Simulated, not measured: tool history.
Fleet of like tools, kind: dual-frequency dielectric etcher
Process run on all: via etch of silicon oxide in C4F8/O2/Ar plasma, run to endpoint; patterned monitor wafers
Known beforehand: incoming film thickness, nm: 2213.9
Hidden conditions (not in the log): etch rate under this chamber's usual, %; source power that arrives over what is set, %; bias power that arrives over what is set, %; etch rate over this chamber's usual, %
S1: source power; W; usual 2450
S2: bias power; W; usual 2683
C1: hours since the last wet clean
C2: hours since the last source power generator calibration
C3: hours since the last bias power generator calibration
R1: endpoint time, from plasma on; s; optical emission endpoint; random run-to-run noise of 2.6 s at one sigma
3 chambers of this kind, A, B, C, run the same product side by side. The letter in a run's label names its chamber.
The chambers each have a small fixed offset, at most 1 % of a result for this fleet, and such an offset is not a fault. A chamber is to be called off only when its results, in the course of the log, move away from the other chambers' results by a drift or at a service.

run 1B hour=3 | S1=2450 S2=2683 | C1=347 C2=2750.5 C3=1534.7 | R1=372.21
run 2A hour=6.1 | S1=2450 S2=2683 | C1=428.9 C2=685.8 C3=478 | R1=371.37
run 3C hour=9.6 | S1=2450 S2=2683 | C1=516.8 C2=3035.1 C3=2150.8 | R1=372.9
run 4C hour=13.1 | S1=2450 S2=2683 | C1=520.3 C2=3038.6 C3=2154.3 | R1=369.64
run 5B hour=16.7 | S1=2450 S2=2683 | C1=360.7 C2=2764.2 C3=1548.4 | R1=365.53
run 6A hour=20.3 | S1=2450 S2=2683 | C1=443.1 C2=700 C3=492.2 | R1=371.53
run 7A hour=24.9 | S1=2450 S2=2683 | C1=447.7 C2=704.6 C3=496.8 | R1=370.36
run 8C hour=29.9 | S1=2930 S2=2388 | C1=537.1 C2=3055.4 C3=2171.1 | R1=355.64
run 9B hour=34.6 | S1=2930 S2=2388 | C1=378.6 C2=2782.1 C3=1566.3 | R1=354.17
run 10C hour=38.7 | S1=2930 S2=2388 | C1=545.9 C2=3064.2 C3=2179.9 | R1=356.15
run 11A hour=41.6 | S1=2450 S2=2683 | C1=464.4 C2=721.3 C3=513.5 | R1=371.65
run 12B hour=45 | S1=2450 S2=2683 | C1=389 C2=2792.5 C3=1576.7 | R1=369.89
run 13C hour=49.7 | S1=2450 S2=2683 | C1=556.9 C2=3075.2 C3=2190.9 | R1=377.57
-- hour=52.5 chamber C: wet clean of the chamber
run 14A hour=54.5 | S1=2450 S2=2683 | C1=477.3 C2=734.2 C3=526.4 | R1=375.08
run 15B hour=59 | S1=2450 S2=2683 | C1=403 C2=2806.5 C3=1590.7 | R1=370.86
run 16C hour=63 | S1=2450 S2=2683 | C1=10.6 C2=3088.5 C3=2204.2 | R1=375.1
run 17B hour=65.6 | S1=2450 S2=2683 | C1=409.6 C2=2813.1 C3=1597.3 | R1=366.98
run 18A hour=70.6 | S1=2450 S2=2683 | C1=493.4 C2=750.3 C3=542.5 | R1=373.22
run 19B hour=75.8 | S1=1930 S2=2683 | C1=419.8 C2=2823.3 C3=1607.5 | R1=405.15
run 20A hour=78.4 | S1=1930 S2=2683 | C1=501.2 C2=758.1 C3=550.3 | R1=409.43
run 21C hour=82.4 | S1=1930 S2=2683 | C1=30 C2=3107.9 C3=2223.6 | R1=409.68
run 22B hour=85.9 | S1=2450 S2=2683 | C1=429.9 C2=2833.4 C3=1617.6 | R1=369.58
run 23A hour=90.6 | S1=2450 S2=2683 | C1=513.4 C2=770.3 C3=562.5 | R1=370.6
run 24C hour=95.5 | S1=2450 S2=2683 | C1=43.1 C2=3121 C3=2236.7 | R1=368.05
run 25C hour=100.7 | S1=2450 S2=2683 | C1=48.3 C2=3126.2 C3=2241.9 | R1=372.06
run 26B hour=105.6 | S1=2450 S2=2683 | C1=449.6 C2=2853.1 C3=1637.3 | R1=365.12
run 27A hour=109.1 | S1=2450 S2=2683 | C1=531.9 C2=788.8 C3=581 | R1=373.34
run 28A hour=112.4 | S1=2450 S2=2683 | C1=535.2 C2=792.1 C3=584.3 | R1=375
run 29C hour=117.3 | S1=2450 S2=2683 | C1=64.9 C2=3142.8 C3=2258.5 | R1=373.25
run 30B hour=122.1 | S1=2450 S2=2683 | C1=466.1 C2=2869.6 C3=1653.8 | R1=368.2
run 31C hour=126.3 | S1=2450 S2=2683 | C1=73.9 C2=3151.8 C3=2267.5 | R1=374.41
run 32B hour=131 | S1=2450 S2=2683 | C1=475 C2=2878.5 C3=1662.7 | R1=367.29
run 33A hour=135.6 | S1=2450 S2=2683 | C1=558.4 C2=815.3 C3=607.5 | R1=370.51
run 34A hour=141 | S1=2450 S2=2683 | C1=563.8 C2=820.7 C3=612.9 | R1=371.49
run 35B hour=146.3 | S1=2450 S2=2683 | C1=490.3 C2=2893.8 C3=1678 | R1=364.74
run 36C hour=149.6 | S1=2820 S2=2683 | C1=97.2 C2=3175.1 C3=2290.8 | R1=349.86
run 37C hour=153 | S1=2820 S2=2683 | C1=100.6 C2=3178.5 C3=2294.2 | R1=348.15

Is one chamber off against the others, does the gauge drift, or is nothing wrong? If a chamber is off, say which, and what the likeliest cause is.

No chamber stands off beyond its own small offset, and the gauge holds steady.
